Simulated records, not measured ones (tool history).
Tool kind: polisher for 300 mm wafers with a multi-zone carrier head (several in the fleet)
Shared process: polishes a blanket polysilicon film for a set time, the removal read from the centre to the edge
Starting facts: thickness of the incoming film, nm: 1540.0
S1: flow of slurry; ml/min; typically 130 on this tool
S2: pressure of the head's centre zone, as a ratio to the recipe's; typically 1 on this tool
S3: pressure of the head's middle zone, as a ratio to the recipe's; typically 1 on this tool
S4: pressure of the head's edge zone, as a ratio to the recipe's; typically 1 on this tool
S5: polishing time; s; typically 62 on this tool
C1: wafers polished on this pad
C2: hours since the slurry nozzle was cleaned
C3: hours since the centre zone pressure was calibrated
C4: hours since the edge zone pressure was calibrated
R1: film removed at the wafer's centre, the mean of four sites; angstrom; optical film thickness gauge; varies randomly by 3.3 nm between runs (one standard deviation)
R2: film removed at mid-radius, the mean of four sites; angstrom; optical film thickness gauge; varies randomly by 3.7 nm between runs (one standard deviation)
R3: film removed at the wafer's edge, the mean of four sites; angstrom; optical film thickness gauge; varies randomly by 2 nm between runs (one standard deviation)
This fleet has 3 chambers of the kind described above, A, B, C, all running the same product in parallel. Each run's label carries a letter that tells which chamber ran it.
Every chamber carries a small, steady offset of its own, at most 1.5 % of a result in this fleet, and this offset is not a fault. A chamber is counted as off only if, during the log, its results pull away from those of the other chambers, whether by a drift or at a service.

run 1C day=0.554 | S1=130 S2=1 S3=1 S4=1 S5=62 | C1=619 C2=113.9 C3=165.8 C4=507.6 | R1=3054.5 R2=3019.9 R3=3033.4
-- day=0.625 chamber A: edge zone pressure recalibrated
run 2B day=0.938 | S1=130 S2=1 S3=1 S4=1 S5=62 | C1=594 C2=390.3 C3=252 C4=902.9 | R1=3060 R2=3014.4 R3=2994.7
-- day=1.179 chamber B: edge zone pressure recalibrated
run 3A day=1.508 | S1=130 S2=1 S3=1 S4=1 S5=62 | C1=919 C2=132.2 C3=779 C4=21.3 | R1=3028 R2=2960.6 R3=2979.4
-- day=1.646 chamber A: worn pad replaced by a new one
-- day=1.683 chamber C: worn pad replaced by a new one
run 4A day=2 | S1=130 S2=1 S3=1 S4=1 S5=62 | C1=76 C2=144 C3=790.8 C4=33.1 | R1=3053.2 R2=3056.8 R3=2995.9
run 5C day=2.55 | S1=130 S2=1.06 S3=1 S4=1 S5=62 | C1=184 C2=161.8 C3=213.7 C4=555.5 | R1=3256.9 R2=3001.4 R3=3010.7
-- day=2.896 chamber C: edge zone pressure recalibrated
run 6B day=2.921 | S1=130 S2=1.06 S3=1 S4=1 S5=62 | C1=1016 C2=437.9 C3=299.6 C4=41.8 | R1=3277.3 R2=2980.3 R3=2997.1
-- day=3.004 chamber B: worn pad replaced by a new one
-- day=3.088 chamber A: centre zone pressure recalibrated
-- day=3.346 chamber B: slurry nozzle cleaned
run 7A day=3.512 | S1=130 S2=1.06 S3=1 S4=1 S5=62 | C1=397 C2=180.3 C3=10.3 C4=69.4 | R1=3201.6 R2=2954.9 R3=2982.1
run 8C day=3.804 | S1=130 S2=1 S3=1 S4=1 S5=62 | C1=451 C2=191.9 C3=243.8 C4=21.9 | R1=3003.4 R2=3002.8 R3=3017.1
run 9B day=4.196 | S1=130 S2=1 S3=1 S4=1 S5=62 | C1=254 C2=20.5 C3=330.2 C4=72.4 | R1=3067.3 R2=2963.9 R3=2984.7
run 10B day=4.754 | S1=130 S2=1 S3=1 S4=1 S5=62 | C1=372 C2=33.9 C3=343.6 C4=85.8 | R1=3039.8 R2=3055.6 R3=3011.7
run 11A day=5.275 | S1=130 S2=1 S3=1 S4=1 S5=62 | C1=772 C2=222.6 C3=52.6 C4=111.7 | R1=3042.4 R2=2904.2 R3=2984.4
-- day=5.304 chamber A: worn pad replaced by a new one
-- day=5.379 chamber C: worn pad replaced by a new one
run 12C day=5.775 | S1=130 S2=1 S3=1 S4=1 S5=62 | C1=84 C2=239.2 C3=291.1 C4=69.2 | R1=3026.6 R2=3002 R3=3042.2
run 13B day=6.288 | S1=130 S2=1 S3=1 S4=1 S5=62 | C1=698 C2=70.7 C3=380.4 C4=122.6 | R1=3043.2 R2=2996.4 R3=2989.7
run 14C day=6.667 | S1=130 S2=1 S3=1 S4=1 S5=62 | C1=274 C2=260.6 C3=312.5 C4=90.6 | R1=3028.1 R2=3015.1 R3=3021.8
-- day=6.858 chamber A: slurry nozzle cleaned
run 15A day=6.95 | S1=130 S2=1 S3=1 S4=1 S5=62 | C1=350 C2=2.3 C3=92.8 C4=151.9 | R1=3023.1 R2=2940.5 R3=2969.9
run 16B day=7.296 | S1=130 S2=1 S3=1 S4=1 S5=62 | C1=913 C2=94.9 C3=404.6 C4=146.8 | R1=3010 R2=3024 R3=3018.8
run 17C day=7.704 | S1=130 S2=1 S3=1 S4=1 S5=62 | C1=494 C2=285.5 C3=337.4 C4=115.5 | R1=2972.2 R2=3029.9 R3=3017.1
run 18A day=8.079 | S1=130 S2=1 S3=1 S4=1 S5=62 | C1=590 C2=29.4 C3=119.9 C4=179 | R1=3028.1 R2=2987.6 R3=2982.8
run 19B day=8.721 | S1=130 S2=1 S3=1 S4=1.04 S5=62 | C1=1216 C2=129.1 C3=438.8 C4=181 | R1=3046.2 R2=2955.7 R3=3056.9
-- day=8.742 chamber B: worn pad replaced by a new one
-- day=8.988 chamber C: worn pad replaced by a new one
run 20A day=9.104 | S1=130 S2=1 S3=1 S4=1.04 S5=62 | C1=808 C2=54 C3=144.5 C4=203.6 | R1=3021.9 R2=2973.6 R3=3022.7
-- day=9.204 chamber A: worn pad replaced by a new one
run 21C day=9.675 | S1=130 S2=1 S3=1 S4=1.04 S5=62 | C1=146 C2=332.8 C3=384.7 C4=162.8 | R1=2931 R2=2940 R3=3045.1
run 22C day=10.142 | S1=130 S2=1 S3=1 S4=1 S5=62 | C1=245 C2=344 C3=395.9 C4=174 | R1=2990.2 R2=2994.9 R3=2959.5
run 23A day=10.65 | S1=130 S2=1 S3=1 S4=1 S5=62 | C1=307 C2=91.1 C3=181.6 C4=240.7 | R1=3014 R2=2986.2 R3=2977.8
run 24B day=10.983 | S1=130 S2=1 S3=1 S4=1 S5=62 | C1=476 C2=183.4 C3=493.1 C4=235.3 | R1=2977.4 R2=3024.8 R3=2983.8
run 25C day=11.371 | S1=130 S2=1 S3=1 S4=1 S5=62 | C1=507 C2=373.5 C3=425.4 C4=203.5 | R1=3015.1 R2=3023.3 R3=2993
run 26A day=11.692 | S1=130 S2=1 S3=1 S4=1 S5=62 | C1=529 C2=116.1 C3=206.6 C4=265.7 | R1=2993.2 R2=2923.1 R3=2952.9
run 27B day=12.308 | S1=130 S2=1 S3=1 S4=1 S5=62 | C1=758 C2=215.2 C3=524.9 C4=267.1 | R1=3066.3 R2=2985.9 R3=3002.3
run 28C day=12.642 | S1=130 S2=1 S3=1 S4=1 S5=62 | C1=777 C2=404 C3=455.9 C4=234 | R1=2948.6 R2=2925.1 R3=3001.6
-- day=12.779 chamber C: worn pad replaced by a new one
run 29A day=13.246 | S1=130 S2=1 S3=1 S4=1 S5=62 | C1=859 C2=153.4 C3=243.9 C4=303 | R1=3061.5 R2=2989.9 R3=2963
-- day=13.629 chamber A: worn pad replaced by a new one
-- day=13.712 chamber B: worn pad replaced by a new one
run 30B day=13.783 | S1=130 S2=1 S3=1 S4=1 S5=62 | C1=15 C2=250.6 C3=560.3 C4=302.5 | R1=3062.9 R2=3028.3 R3=2987.9
run 31B day=14.4 | S1=130 S2=1 S3=1 S4=1 S5=62 | C1=146 C2=265.4 C3=575.1 C4=317.3 | R1=3054.2 R2=3013.9 R3=3035.4
run 32A day=14.988 | S1=130 S2=1 S3=1 S4=1 S5=62 | C1=289 C2=195.2 C3=285.7 C4=344.8 | R1=3032.5 R2=2900.9 R3=2985.8
-- day=15.196 chamber C: centre zone pressure recalibrated
run 33C day=15.604 | S1=130 S2=1 S3=1 S4=1 S5=62 | C1=600 C2=475.1 C3=9.9 C4=305.1 | R1=2901.7 R2=2872.1 R3=2985.2
run 34A day=16.225 | S1=130 S2=1 S3=1 S4=1 S5=62 | C1=552 C2=224.9 C3=315.4 C4=374.5 | R1=3051.2 R2=3029.8 R3=2971.1
run 35B day=16.512 | S1=130 S2=1 S3=1 S4=1 S5=62 | C1=595 C2=316.1 C3=625.8 C4=368 | R1=3011.3 R2=3004.8 R3=3030.7
run 36C day=16.983 | S1=130 S2=1 S3=1 S4=1 S5=77 | C1=894 C2=508.2 C3=43 C4=338.2 | R1=3617.7 R2=3686.7 R3=3641.6
-- day=16.992 chamber C: worn pad replaced by a new one
run 37A day=17.462 | S1=130 S2=1 S3=1 S4=1 S5=77 | C1=815 C2=254.6 C3=345.1 C4=404.2 | R1=3752.1 R2=3632.7 R3=3704.1
run 38B day=17.8 | S1=130 S2=1 S3=1 S4=1 S5=77 | C1=869 C2=347 C3=656.7 C4=398.9 | R1=3806.2 R2=3762.4 R3=3722.5
-- day=18.354 chamber A: worn pad replaced by a new one
-- day=18.421 chamber A: slurry nozzle cleaned
run 39C day=18.425 | S1=130 S2=1 S3=1 S4=1 S5=62 | C1=305 C2=542.8 C3=77.6 C4=372.8 | R1=2828 R2=2843.2 R3=2923.9
-- day=18.829 chamber B: worn pad replaced by a new one
run 40B day=18.971 | S1=130 S2=1 S3=1 S4=1 S5=62 | C1=30 C2=375.1 C3=684.8 C4=427 | R1=3047.5 R2=3036.1 R3=3020.4
run 41C day=19.317 | S1=130 S2=1 S3=1 S4=1 S5=62 | C1=494 C2=564.2 C3=99 C4=394.2 | R1=2909.4 R2=2910.3 R3=2930.1
run 42A day=19.908 | S1=130 S2=1 S3=1 S4=1 S5=62 | C1=331 C2=35.8 C3=403.8 C4=462.9 | R1=3069 R2=2985 R3=3022
run 43B day=20.317 | S1=130 S2=1 S3=1 S4=1 S5=62 | C1=316 C2=407.4 C3=717.1 C4=459.3 | R1=3089.5 R2=2993.5 R3=2983.9
run 44C day=20.912 | S1=130 S2=1 S3=1 S4=1 S5=62 | C1=834 C2=602.5 C3=137.3 C4=432.5 | R1=2804.6 R2=2874.6 R3=2926.3

The same settings go to every chamber for the next run, one line per chamber below. Forecast the results for each:
run 45A day=21.375 | S1=130 S2=1 S3=1 S4=1 S5=62 | R1=? R2=? R3=?
run 45B day=21.375 | S1=130 S2=1 S3=1 S4=1 S5=62 | R1=? R2=? R3=?
run 45C day=21.375 | S1=130 S2=1 S3=1 S4=1 S5=62 | R1=? R2=? R3=?

run=45A R1=3022 R2=2960.3 R3=2942.4
run=45B R1=3101 R2=2963.8 R3=3007.4
run=45C R1=2761.1 R2=2894.6 R3=2926.5

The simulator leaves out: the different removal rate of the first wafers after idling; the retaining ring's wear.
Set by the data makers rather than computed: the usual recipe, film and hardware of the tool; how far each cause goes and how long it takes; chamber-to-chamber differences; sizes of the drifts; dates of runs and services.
